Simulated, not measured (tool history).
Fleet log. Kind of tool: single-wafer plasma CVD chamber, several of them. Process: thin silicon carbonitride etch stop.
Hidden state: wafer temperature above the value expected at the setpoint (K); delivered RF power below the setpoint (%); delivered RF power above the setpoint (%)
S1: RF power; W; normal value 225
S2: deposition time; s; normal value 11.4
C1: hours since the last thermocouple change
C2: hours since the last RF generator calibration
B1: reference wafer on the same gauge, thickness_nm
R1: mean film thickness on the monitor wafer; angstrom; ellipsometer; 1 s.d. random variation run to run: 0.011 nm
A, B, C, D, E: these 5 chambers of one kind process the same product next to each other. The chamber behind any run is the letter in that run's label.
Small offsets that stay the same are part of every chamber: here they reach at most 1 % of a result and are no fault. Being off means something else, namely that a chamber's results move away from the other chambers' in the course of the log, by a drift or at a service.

run,day,S1,S2,C1,C2,B1,R1
1C,0.429,225,11.4,245.9,1600.1,7.3348,67.192
2A,0.9,225,11.4,1201.2,980.8,7.3345,66.86
3B,1.342,225,11.4,574.3,1094.2,7.3327,67.3
4D,1.85,225,11.4,601.2,829.2,7.3339,67.191
5E,2.308,200,11.4,312.8,729.9,7.3318,64.967
6C,2.679,200,11.4,299.9,1654.1,7.3309,64.589
# day 2.858: chamber B: RF generator calibrated
7D,3.117,200,11.4,631.6,859.6,7.3287,64.804
8E,3.567,200,11.4,343,760.1,7.325,64.748
9B,3.979,200,11.4,637.6,27,7.3242,65.017
10A,4.229,225,11.4,1281.1,1060.7,7.3232,66.786
11D,4.467,225,11.4,664,892,7.3211,66.867
12E,4.783,225,11.4,372.2,789.3,7.3193,67.141
13B,5.108,225,11.4,664.7,54.1,7.3219,67.324
14A,5.629,225,11.4,1314.7,1094.3,7.3223,66.6
15C,6.054,225,11.4,380.9,1735.1,7.318,66.893
16D,6.55,225,11.4,714,942,7.319,67.31
17B,6.971,225,11.4,709.4,98.8,7.3159,67.638
18A,7.479,225,11.4,1359.1,1138.7,7.3113,66.792
19C,7.779,225,11.4,422.3,1776.5,7.3121,66.807
20E,8.038,225,11.4,450.3,867.4,7.3127,67.173
21A,8.454,225,10.2,1382.5,1162.1,7.3078,59.587
# day 8.6: chamber E: RF generator calibrated
22B,8.942,225,10.2,756.7,146.1,7.308,60.17
23D,9.475,225,10.2,784.2,1012.2,7.3055,60.075
24E,9.992,225,10.2,497.2,33.5,7.3018,59.983
25C,10.425,225,10.2,485.8,1840,7.3015,59.662
26B,10.888,225,11.4,803.4,192.8,7.298,67.36
27C,11.392,225,11.4,509,1863.2,7.3021,67.001
# day 11.588: chamber A: thermocouple changed; heater temperature recalibrated
28A,11.921,225,11.4,8,1245.3,7.299,66.236
29E,12.338,225,11.4,553.5,89.8,7.2952,66.977
30D,12.7,225,11.4,861.6,1089.6,7.295,66.961
31B,13.092,225,11.4,856.3,245.7,7.2929,67.102
32D,13.346,225,11.4,877.1,1105.1,7.2935,66.845

What goes on in this fleet: one chamber off, a drifting gauge, or nothing beyond the chambers' own small offsets? Name the chamber and the cause, if any.

Gauge drift. The chambers move together only on paper, and none stands off.
Likeliest cause: gauge reads low (%) = 0.68.
